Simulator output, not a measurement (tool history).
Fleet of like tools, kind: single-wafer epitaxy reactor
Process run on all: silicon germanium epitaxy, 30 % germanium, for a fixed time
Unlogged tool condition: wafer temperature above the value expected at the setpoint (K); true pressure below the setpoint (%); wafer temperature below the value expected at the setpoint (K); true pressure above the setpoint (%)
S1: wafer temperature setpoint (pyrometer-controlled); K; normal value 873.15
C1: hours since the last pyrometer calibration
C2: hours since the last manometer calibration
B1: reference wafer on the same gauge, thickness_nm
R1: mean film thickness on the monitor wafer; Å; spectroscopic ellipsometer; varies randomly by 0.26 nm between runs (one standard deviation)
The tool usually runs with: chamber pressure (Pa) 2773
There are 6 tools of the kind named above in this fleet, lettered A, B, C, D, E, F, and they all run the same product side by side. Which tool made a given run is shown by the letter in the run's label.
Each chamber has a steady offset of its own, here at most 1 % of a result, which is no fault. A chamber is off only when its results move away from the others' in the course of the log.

{"run": "1E", "day": 0.358, "S1": 873.15, "chamber pressure (Pa)": 2773, "C1": 2361.1, "C2": 451.7, "B1": 53.758, "R1": 601.77}
{"run": "2D", "day": 0.846, "S1": 873.15, "chamber pressure (Pa)": 2773, "C1": 778.2, "C2": 1708, "B1": 53.817, "R1": 605.18}
{"run": "3B", "day": 1.383, "S1": 873.15, "chamber pressure (Pa)": 2773, "C1": 944.9, "C2": 255.1, "B1": 53.84, "R1": 595.9}
{"run": "4A", "day": 1.992, "S1": 873.15, "chamber pressure (Pa)": 2773, "C1": 533.1, "C2": 259, "B1": 53.814, "R1": 599.07}
{"run": "5C", "day": 2.429, "S1": 873.15, "chamber pressure (Pa)": 2213, "C1": 282.3, "C2": 933.2, "B1": 53.751, "R1": 547.93}
{"run": "6F", "day": 2.8, "S1": 873.15, "chamber pressure (Pa)": 2213, "C1": 260.5, "C2": 687.5, "B1": 53.789, "R1": 545.89}
{"run": "7F", "day": 3.417, "S1": 873.15, "chamber pressure (Pa)": 2213, "C1": 275.3, "C2": 702.3, "B1": 53.792, "R1": 546.38}
{"run": "8C", "day": 3.962, "S1": 873.15, "chamber pressure (Pa)": 2213, "C1": 319.1, "C2": 970, "B1": 53.795, "R1": 543.42}
{"run": "9A", "day": 4.35, "S1": 873.15, "chamber pressure (Pa)": 2213, "C1": 589.7, "C2": 315.6, "B1": 53.791, "R1": 547.93}
{"run": "10B", "day": 4.912, "S1": 873.15, "chamber pressure (Pa)": 2213, "C1": 1029.6, "C2": 339.8, "B1": 53.842, "R1": 542.5}
{"run": "11D", "day": 5.5, "S1": 873.15, "chamber pressure (Pa)": 2773, "C1": 889.9, "C2": 1819.7, "B1": 53.8, "R1": 601.77}
{"run": "12E", "day": 6.004, "S1": 873.15, "chamber pressure (Pa)": 2773, "C1": 2496.6, "C2": 587.2, "B1": 53.782, "R1": 607.64}
{"run": "13C", "day": 6.388, "S1": 873.15, "chamber pressure (Pa)": 2773, "C1": 377.3, "C2": 1028.2, "B1": 53.871, "R1": 601.66}
{"run": "14B", "day": 6.875, "S1": 873.15, "chamber pressure (Pa)": 2773, "C1": 1076.7, "C2": 386.9, "B1": 53.786, "R1": 594.19}
{"run": "15A", "day": 7.179, "S1": 873.15, "chamber pressure (Pa)": 2773, "C1": 657.6, "C2": 383.5, "B1": 53.791, "R1": 597.75}
{"day": 7.329, "done": "chamber D: pyrometer calibrated"}
{"run": "16E", "day": 7.738, "S1": 873.15, "chamber pressure (Pa)": 2773, "C1": 2538.2, "C2": 628.8, "B1": 53.87, "R1": 605.17}
{"run": "17D", "day": 8.179, "S1": 873.15, "chamber pressure (Pa)": 2773, "C1": 20.5, "C2": 1884, "B1": 53.773, "R1": 599.31}
{"run": "18F", "day": 8.808, "S1": 873.15, "chamber pressure (Pa)": 2773, "C1": 404.7, "C2": 831.7, "B1": 53.778, "R1": 602.54}
{"run": "19A", "day": 9.162, "S1": 873.15, "chamber pressure (Pa)": 2773, "C1": 705.2, "C2": 431.1, "B1": 53.815, "R1": 600.05}
{"run": "20E", "day": 9.688, "S1": 873.15, "chamber pressure (Pa)": 2773, "C1": 2585, "C2": 675.6, "B1": 53.812, "R1": 602.96}
{"run": "21D", "day": 9.971, "S1": 873.15, "chamber pressure (Pa)": 2773, "C1": 63.5, "C2": 1927, "B1": 53.802, "R1": 604.1}
{"run": "22C", "day": 10.542, "S1": 873.15, "chamber pressure (Pa)": 2773, "C1": 477, "C2": 1127.9, "B1": 53.829, "R1": 593.27}
{"run": "23F", "day": 11.004, "S1": 873.15, "chamber pressure (Pa)": 2773, "C1": 457.4, "C2": 884.4, "B1": 53.847, "R1": 601.9}
{"run": "24B", "day": 11.317, "S1": 873.15, "chamber pressure (Pa)": 2773, "C1": 1183.3, "C2": 493.5, "B1": 53.833, "R1": 593.37}
{"run": "25D", "day": 11.658, "S1": 873.15, "chamber pressure (Pa)": 2773, "C1": 104, "C2": 1967.5, "B1": 53.787, "R1": 604.73}
{"run": "26F", "day": 12.125, "S1": 873.15, "chamber pressure (Pa)": 2773, "C1": 484.3, "C2": 911.3, "B1": 53.804, "R1": 600.86}
{"day": 12.504, "done": "chamber F: capacitance manometer re-zeroed and calibrated"}
{"day": 12.517, "done": "chamber E: pyrometer calibrated"}
{"run": "27C", "day": 12.7, "S1": 873.15, "chamber pressure (Pa)": 2773, "C1": 528.8, "C2": 1179.7, "B1": 53.761, "R1": 594.79}
{"run": "28E", "day": 13.279, "S1": 873.15, "chamber pressure (Pa)": 2773, "C1": 18.3, "C2": 761.8, "B1": 53.831, "R1": 574.48}
{"run": "29A", "day": 13.879, "S1": 873.15, "chamber pressure (Pa)": 2773, "C1": 818.4, "C2": 544.3, "B1": 53.802, "R1": 602.96}
{"run": "30B", "day": 14.504, "S1": 873.15, "chamber pressure (Pa)": 3360, "C1": 1259.8, "C2": 570, "B1": 53.769, "R1": 641.56}
{"run": "31C", "day": 15.05, "S1": 873.15, "chamber pressure (Pa)": 3360, "C1": 585.2, "C2": 1236.1, "B1": 53.806, "R1": 650.28}
{"run": "32F", "day": 15.529, "S1": 873.15, "chamber pressure (Pa)": 3360, "C1": 566, "C2": 72.7, "B1": 53.828, "R1": 645.21}
{"run": "33D", "day": 15.983, "S1": 873.15, "chamber pressure (Pa)": 3360, "C1": 207.8, "C2": 2071.3, "B1": 53.82, "R1": 653.1}
{"run": "34E", "day": 16.4, "S1": 873.15, "chamber pressure (Pa)": 3360, "C1": 93.2, "C2": 836.7, "B1": 53.842, "R1": 626.21}
{"run": "35B", "day": 16.771, "S1": 873.15, "chamber pressure (Pa)": 3360, "C1": 1314.2, "C2": 624.4, "B1": 53.812, "R1": 643.42}
{"run": "36A", "day": 17.108, "S1": 862.15, "chamber pressure (Pa)": 3373, "C1": 895.9, "C2": 621.8, "B1": 53.806, "R1": 524.69}
{"run": "37C", "day": 17.608, "S1": 862.15, "chamber pressure (Pa)": 3373, "C1": 646.6, "C2": 1297.5, "B1": 53.794, "R1": 530.07}
{"run": "38E", "day": 17.904, "S1": 862.15, "chamber pressure (Pa)": 3373, "C1": 129.3, "C2": 872.8, "B1": 53.787, "R1": 510.32}
{"run": "39B", "day": 18.488, "S1": 862.15, "chamber pressure (Pa)": 3373, "C1": 1355.4, "C2": 665.6, "B1": 53.812, "R1": 521.7}
{"run": "40D", "day": 18.792, "S1": 862.15, "chamber pressure (Pa)": 3373, "C1": 275.2, "C2": 2138.7, "B1": 53.827, "R1": 526.62}
{"run": "41F", "day": 19.279, "S1": 862.15, "chamber pressure (Pa)": 3373, "C1": 656, "C2": 162.7, "B1": 53.822, "R1": 532.18}

One chamber off, gauge drift, or nothing amiss beyond the chambers' own small offsets? If it is a chamber, which one, and what is the likeliest cause?

A service left chamber E off against the others.
Most likely cause: wafer temperature below the value expected at the setpoint (K) = 2.25.

Here are 4 candidates for chamber E's next run, each the usual settings with a change, their results left as question marks. Which one brings its results back in line with what the others give on the usual settings?
To be in line, a result may differ from the other chambers' mean on the usual settings by at most: R1 9 Å
{"run": "42E-1", "day": 19.742, "S1": 873.15, "chamber pressure (Pa)": 3186, "R1": "?"}
{"run": "42E-2", "day": 19.742, "S1": 873.15, "chamber pressure (Pa)": 2546, "R1": "?"}
{"run": "42E-3", "day": 19.742, "S1": 873.15, "chamber pressure (Pa)": 2360, "R1": "?"}
{"run": "42E-4", "day": 19.742, "S1": 875.15, "chamber pressure (Pa)": 2773, "R1": "?"}

The other chambers' mean on the usual settings: R1 598.47 Å
run=42E-1 R1=611.99
run=42E-2 R1=559.12
run=42E-3 R1=542.2
run=42E-4 R1=600.6
The right change is 42E-4: it brings the chamber back within the allowed miss of the others.

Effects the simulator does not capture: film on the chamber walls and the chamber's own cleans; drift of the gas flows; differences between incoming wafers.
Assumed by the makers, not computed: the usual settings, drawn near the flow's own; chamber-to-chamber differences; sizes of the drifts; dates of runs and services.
